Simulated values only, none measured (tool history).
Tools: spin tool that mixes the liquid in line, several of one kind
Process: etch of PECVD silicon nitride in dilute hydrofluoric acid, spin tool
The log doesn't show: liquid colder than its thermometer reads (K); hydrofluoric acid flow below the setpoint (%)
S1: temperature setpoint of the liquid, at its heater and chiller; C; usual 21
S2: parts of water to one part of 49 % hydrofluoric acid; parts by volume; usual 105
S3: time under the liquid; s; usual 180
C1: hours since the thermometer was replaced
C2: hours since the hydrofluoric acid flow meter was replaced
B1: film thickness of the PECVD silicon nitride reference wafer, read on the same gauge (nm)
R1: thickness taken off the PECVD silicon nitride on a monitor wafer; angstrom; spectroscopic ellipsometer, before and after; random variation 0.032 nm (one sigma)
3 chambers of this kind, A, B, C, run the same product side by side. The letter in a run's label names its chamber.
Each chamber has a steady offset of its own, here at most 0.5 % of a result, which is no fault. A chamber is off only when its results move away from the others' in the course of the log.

run,hour,S1,S2,S3,C1,C2,B1,R1
1A,3.8,21,105,180,66.8,1117.2,80.022,23.4150
2C,7.5,21,105,180,38.0,1199.5,79.998,23.8820
3B,13.7,21,105,180,502.5,719.6,79.998,23.7860
4B,20.4,21,105,180,509.2,726.3,79.989,23.7720
5A,27.4,21,105,180,90.4,1140.8,80.006,23.9110
6C,34.3,25,105,95,64.8,1226.3,80.044,16.4880
7B,37.7,25,105,95,526.5,743.6,80.023,16.2390
8A,43.9,25,105,95,106.9,1157.3,80.027,16.2610
9C,51.1,21,105,180,81.6,1243.1,79.998,24.6110
10A,55.2,21,105,180,118.2,1168.6,79.993,23.2260
11B,59.5,21,105,180,548.3,765.4,79.985,23.0220
12C,64.1,21,105,180,94.6,1256.1,80.003,23.7850
13C,69.5,21,105,180,100.0,1261.5,80.000,23.9000
14B,74.6,21,105,180,563.4,780.5,80.008,22.2860
15A,78.1,19,105,180,141.1,1191.5,79.970,21.0610
16A,83.6,19,105,180,146.6,1197.0,80.001,20.4380
17C,91.0,19,105,180,121.5,1283.0,79.992,20.8930
18B,96.6,21,105,180,585.4,802.5,79.999,22.2800
19B,99.8,21,105,180,588.6,805.7,80.016,21.9330
20A,103.4,21,105,180,166.4,1216.8,80.008,23.9020
21C,108.3,21,105,180,138.8,1300.3,80.012,24.1680
22B,112.8,21,155,115,601.6,818.7,79.985,9.5112
23A,119.8,21,155,115,182.8,1233.2,79.972,10.2700
24C,123.1,21,155,115,153.6,1315.1,80.007,10.4420

All 3 chambers run these settings next. Forecast each chamber's results:
25A,128.4,21,105,180,,,,?
25B,128.4,21,105,180,,,,?
25C,128.4,21,105,180,,,,?

run,R1
25A,23.2670
25B,20.7060
25C,24.2650
